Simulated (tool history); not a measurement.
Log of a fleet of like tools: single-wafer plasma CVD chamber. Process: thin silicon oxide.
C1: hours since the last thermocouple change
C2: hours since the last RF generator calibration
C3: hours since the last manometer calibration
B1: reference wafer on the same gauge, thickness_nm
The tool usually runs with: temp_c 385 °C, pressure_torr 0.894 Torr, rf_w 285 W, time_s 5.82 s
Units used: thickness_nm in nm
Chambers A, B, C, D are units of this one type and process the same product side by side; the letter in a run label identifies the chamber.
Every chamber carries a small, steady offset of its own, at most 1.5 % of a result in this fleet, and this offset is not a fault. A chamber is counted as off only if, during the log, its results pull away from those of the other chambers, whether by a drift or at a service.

Run 1B, day 0.154: usual settings; C1 1483; C2 1803.5; C3 969.4; B1 11.499. Result: thickness_nm 11.85 nm.
Run 2D, day 0.358: usual settings; C1 270.2; C2 313.9; C3 704.3; B1 11.5. Result: thickness_nm 11.679 nm.
Run 3A, day 0.508: usual settings; C1 654.4; C2 1083.2; C3 411.7; B1 11.499. Result: thickness_nm 11.621 nm.
Run 4C, day 0.754: usual settings; C1 226.1; C2 354.7; C3 557.6; B1 11.495. Result: thickness_nm 11.744 nm.
Run 5C, day 1.046: usual settings but time_s 5.38 s; C1 233.1; C2 361.7; C3 564.6; B1 11.499. Result: thickness_nm 10.848 nm.
Run 6B, day 1.212: usual settings but time_s 5.38 s; C1 1508.4; C2 1828.9; C3 994.8; B1 11.504. Result: thickness_nm 10.927 nm.
Run 7D, day 1.383: usual settings but time_s 5.38 s; C1 294.8; C2 338.5; C3 728.9; B1 11.501. Result: thickness_nm 10.852 nm.
Run 8A, day 1.704: usual settings but time_s 5.38 s; C1 683.1; C2 1111.9; C3 440.4; B1 11.499. Result: thickness_nm 10.749 nm.
Run 9B, day 2: usual settings; C1 1527.3; C2 1847.8; C3 1013.7; B1 11.502. Result: thickness_nm 11.777 nm.
Run 10C, day 2.225: usual settings; C1 261.4; C2 390; C3 592.9; B1 11.5. Result: thickness_nm 11.695 nm.
Run 11D, day 2.492: usual settings; C1 321.4; C2 365.1; C3 755.5; B1 11.499. Result: thickness_nm 11.745 nm.
Run 12A, day 2.679: usual settings; C1 706.5; C2 1135.3; C3 463.8; B1 11.497. Result: thickness_nm 11.646 nm.
Run 13D, day 2.958: usual settings; C1 332.6; C2 376.3; C3 766.7; B1 11.498. Result: thickness_nm 11.723 nm.
Run 14C, day 3.25: usual settings; C1 286; C2 414.6; C3 617.5; B1 11.497. Result: thickness_nm 11.661 nm.
Run 15B, day 3.471: usual settings; C1 1562.6; C2 1883.1; C3 1049; B1 11.504. Result: thickness_nm 11.832 nm.
Run 16A, day 3.775: usual settings; C1 732.8; C2 1161.6; C3 490.1; B1 11.501. Result: thickness_nm 11.656 nm.
Run 17D, day 3.946: usual settings; C1 356.3; C2 400; C3 790.4; B1 11.494. Result: thickness_nm 11.725 nm.
Run 18B, day 4.262: usual settings; C1 1581.6; C2 1902.1; C3 1068; B1 11.495. Result: thickness_nm 11.813 nm.
Run 19C, day 4.542: usual settings; C1 317; C2 445.6; C3 648.5; B1 11.497. Result: thickness_nm 11.654 nm.
Run 20A, day 4.833: usual settings; C1 758.2; C2 1187; C3 515.5; B1 11.499. Result: thickness_nm 11.64 nm.
Run 21A, day 5.167: usual settings; C1 766.2; C2 1195; C3 523.5; B1 11.501. Result: thickness_nm 11.642 nm.
Run 22C, day 5.408: usual settings; C1 337.8; C2 466.4; C3 669.3; B1 11.501. Result: thickness_nm 11.592 nm.
Run 23D, day 5.575: usual settings; C1 395.4; C2 439.1; C3 829.5; B1 11.504. Result: thickness_nm 11.761 nm.
Run 24B, day 5.817: usual settings; C1 1618.9; C2 1939.4; C3 1105.3; B1 11.505. Result: thickness_nm 11.79 nm.
Run 25A, day 6.067: usual settings; C1 787.8; C2 1216.6; C3 545.1; B1 11.504. Result: thickness_nm 11.638 nm.
Run 26C, day 6.367: usual settings but pressure_torr 0.687 Torr, rf_w 310 W; C1 360.8; C2 489.4; C3 692.3; B1 11.498. Result: thickness_nm 9.3451 nm.
Run 27B, day 6.542: usual settings but pressure_torr 0.687 Torr, rf_w 310 W; C1 1636.3; C2 1956.8; C3 1122.7; B1 11.5. Result: thickness_nm 9.4785 nm.
Run 28D, day 6.842: usual settings but pressure_torr 0.687 Torr, rf_w 310 W; C1 425.8; C2 469.5; C3 859.9; B1 11.497. Result: thickness_nm 9.4643 nm.
Run 29A, day 7.162: usual settings but pressure_torr 0.687 Torr, rf_w 310 W; C1 814.1; C2 1242.9; C3 571.4; B1 11.505. Result: thickness_nm 9.353 nm.
Run 30C, day 7.417: usual settings; C1 386; C2 514.6; C3 717.5; B1 11.502. Result: thickness_nm 11.558 nm.
Run 31B, day 7.575: usual settings but pressure_torr 0.686 Torr, time_s 6.49 s; C1 1661.1; C2 1981.6; C3 1147.5; B1 11.498. Result: thickness_nm 10.193 nm.
Run 32D, day 7.875: usual settings but pressure_torr 0.686 Torr, time_s 6.49 s; C1 450.6; C2 494.3; C3 884.7; B1 11.503. Result: thickness_nm 10.214 nm.
Run 33C, day 8.075: usual settings but pressure_torr 0.686 Torr, time_s 6.49 s; C1 401.8; C2 530.4; C3 733.3; B1 11.499. Result: thickness_nm 10.044 nm.
Run 34B, day 8.329: usual settings but pressure_torr 0.686 Torr, time_s 6.49 s; C1 1679.2; C2 1999.7; C3 1165.6; B1 11.502. Result: thickness_nm 10.223 nm.
Run 35A, day 8.667: usual settings; C1 850.2; C2 1279; C3 607.5; B1 11.498. Result: thickness_nm 11.714 nm.
Run 36D, day 8.85: usual settings; C1 474; C2 517.7; C3 908.1; B1 11.497. Result: thickness_nm 11.713 nm.
Run 37A, day 9.158: usual settings; C1 862; C2 1290.8; C3 619.3; B1 11.499. Result: thickness_nm 11.639 nm.

Is one chamber off against the others, does the gauge drift, or is nothing wrong? If a chamber is off, say which, and what the likeliest cause is.

Little by little, chamber C moves away from the other chambers.
Likeliest cause: delivered RF power below the setpoint (%) = 5.42.
The log may not tell that from: true pressure below the setpoint (%).

Below are 4 candidate recipes for chamber C's next run, each the usual settings with a change, their results shown as question marks. Which of them brings C's results back in line with what the other chambers give on the usual settings?
Counts as in line when no further than this from what the other chambers average on the usual settings: thickness_nm 0.094 nm
Run 38C-1, day 9.4: usual settings but time_s 5.68 s. Result: thickness_nm ?.
Run 38C-2, day 9.4: usual settings but time_s 5.96 s. Result: thickness_nm ?.
Run 38C-3, day 9.4: usual settings but rf_w 280 W, time_s 5.63 s. Result: thickness_nm ?.
Run 38C-4, day 9.4: usual settings but pressure_torr 0.916 Torr, time_s 5.93 s. Result: thickness_nm ?.

What the other chambers average on the usual settings: thickness_nm 11.731 nm
  run  thickness_nm
38C-1        11.166
38C-2        11.716
38C-3        10.983
38C-4        11.895
The right change is 38C-2: it brings the chamber back within the allowed miss of the others.

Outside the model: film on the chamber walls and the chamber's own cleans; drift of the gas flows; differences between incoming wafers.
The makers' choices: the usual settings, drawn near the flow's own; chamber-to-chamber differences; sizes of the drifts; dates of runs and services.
